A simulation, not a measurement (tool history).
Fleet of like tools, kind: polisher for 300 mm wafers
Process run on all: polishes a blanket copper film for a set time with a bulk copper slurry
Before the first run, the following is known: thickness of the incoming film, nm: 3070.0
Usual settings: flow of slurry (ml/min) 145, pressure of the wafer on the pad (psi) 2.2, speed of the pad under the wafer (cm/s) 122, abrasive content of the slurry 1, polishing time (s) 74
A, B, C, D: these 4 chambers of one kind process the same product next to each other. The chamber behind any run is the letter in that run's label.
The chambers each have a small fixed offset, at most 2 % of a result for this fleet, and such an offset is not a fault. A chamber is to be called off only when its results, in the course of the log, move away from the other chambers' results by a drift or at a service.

run,hour,flow of slurry (ml/min),pressure of the wafer on the pad (psi),speed of the pad under the wafer (cm/s),abrasive content of the slurry,polishing time (s),film removed (Å)
# hour 8.6: chamber C: worn pad replaced by a new one
1D,11.8,145,2.2,122,1,74,7377.0
# hour 16.6: chamber B: slurry blender recalibrated
# hour 16.6: chamber A: worn pad replaced by a new one
2C,17.8,145,2.2,122,1,74,7342.8
3B,24.0,145,2.2,122,1,74,7299.3
# hour 29.7: chamber B: worn pad replaced by a new one
4A,33.5,145,2.2,122,1,74,7394.3
5A,41.4,145,2.8,122,1,99,12537.0
6C,50.8,145,2.8,122,1,99,12250.0
7B,62.7,145,2.8,122,1,99,12490.0
8D,68.5,145,2.8,122,1,99,12406.0
# hour 69.7: chamber C: worn pad replaced by a new one
9D,74.9,145,2.8,122,1,74,9391.6
# hour 75.7: chamber D: head pressure recalibrated
10B,81.1,145,2.8,122,1,74,9142.0
11A,90.3,145,2.8,122,1,74,9436.2
# hour 90.6: chamber A: worn pad replaced by a new one
12C,98.6,145,2.8,122,1,74,9224.7
# hour 100.3: chamber B: worn pad replaced by a new one
# hour 105.0: chamber D: slurry blender recalibrated
13A,110.8,145,2.2,122,1,74,7566.8
# hour 113.8: chamber A: slurry blender recalibrated
14B,117.4,145,2.2,122,1,74,7284.8
15C,128.9,145,2.2,122,1,74,7348.8
# hour 132.7: chamber C: worn pad replaced by a new one
16D,137.3,145,2.2,122,1,74,7423.2
17D,145.9,145,2.2,122,1,74,7250.9
# hour 151.0: chamber A: worn pad replaced by a new one
18A,152.1,145,2.2,122,1,74,7529.0
19B,163.9,145,2.2,122,1,74,7247.7
# hour 166.1: chamber B: slurry nozzle cleaned
# hour 170.6: chamber A: slurry nozzle cleaned
20C,172.5,145,2.2,122,1,74,7193.7
21D,179.1,145,2.2,122,1,74,7196.1
# hour 179.2: chamber B: worn pad replaced by a new one
22B,189.6,145,2.2,122,1,74,7308.6
23C,195.4,145,2.2,122,1,74,7187.8
24A,203.3,145,2.2,160,1,53,7201.5
# hour 210.6: chamber C: worn pad replaced by a new one
25B,211.9,145,2.2,160,1,53,6797.1
# hour 212.5: chamber A: worn pad replaced by a new one
# hour 217.1: chamber D: slurry blender recalibrated
26D,219.1,145,2.2,160,1,53,6740.8
27A,228.8,145,2.2,160,1,53,6947.9
# hour 231.2: chamber A: head pressure recalibrated
# hour 236.2: chamber A: slurry blender recalibrated
28C,237.5,145,2.2,122,1,74,7395.9
29C,248.0,145,2.2,122,1,74,7305.0
# hour 255.1: chamber D: slurry nozzle cleaned
# hour 257.0: chamber B: worn pad replaced by a new one
30D,260.3,145,2.2,122,1,74,6986.7
# hour 265.0: chamber B: head pressure recalibrated
31A,272.2,145,2.2,122,1,74,7499.3
# hour 279.8: chamber A: worn pad replaced by a new one
32B,279.8,170,2.2,138,1,74,8424.0
# hour 282.6: chamber C: worn pad replaced by a new one
33D,290.7,170,2.2,138,1,74,8040.4
34C,297.3,170,2.2,138,1,74,8378.8
# hour 297.7: chamber C: slurry nozzle cleaned
35B,308.9,170,2.2,138,1,74,8432.6
36A,317.2,145,2.2,122,1,74,7465.5
37A,324.2,145,2.2,122,1,74,7429.2
# hour 328.0: chamber B: worn pad replaced by a new one
38D,335.9,145,2.2,122,1,74,6889.8
# hour 343.0: chamber C: worn pad replaced by a new one
39B,345.2,145,2.2,122,1,74,7256.8
# hour 347.1: chamber C: head pressure recalibrated
40C,351.4,145,2.2,122,1,74,7316.5

One chamber off, gauge drift, or nothing amiss beyond the chambers' own small offsets? If it is a chamber, which one, and what is the likeliest cause?

Chamber D drifts away from the others.
Most likely cause: removal rate lost through wear of the pad, % = 7.15.
Not necessarily distinguishable in this log from: head's pressure below its setpoint, %.

Chamber D could run next with any of the 4 candidate recipes listed below; each alters the usual settings, and their results appear as question marks. Which one brings its results back in line with what the other chambers deliver on the usual settings?
Counts as in line when no further than this from what the other chambers average on the usual settings: film removed (Å) 220.0
41D-1,360.6,145,2.2,122,1.00,73,?
41D-2,360.6,145,2.1,118,1.00,74,?
41D-3,360.6,145,2.2,122,1.35,74,?
41D-4,360.6,155,2.2,122,1.05,74,?

Other chambers, usual settings, mean: film removed (Å) 7339.9
run,film removed (Å)
41D-1,6722.5
41D-2,6295.0
41D-3,7274.6
41D-4,6965.4
It is 41D-3 that realigns the chamber with its peers.
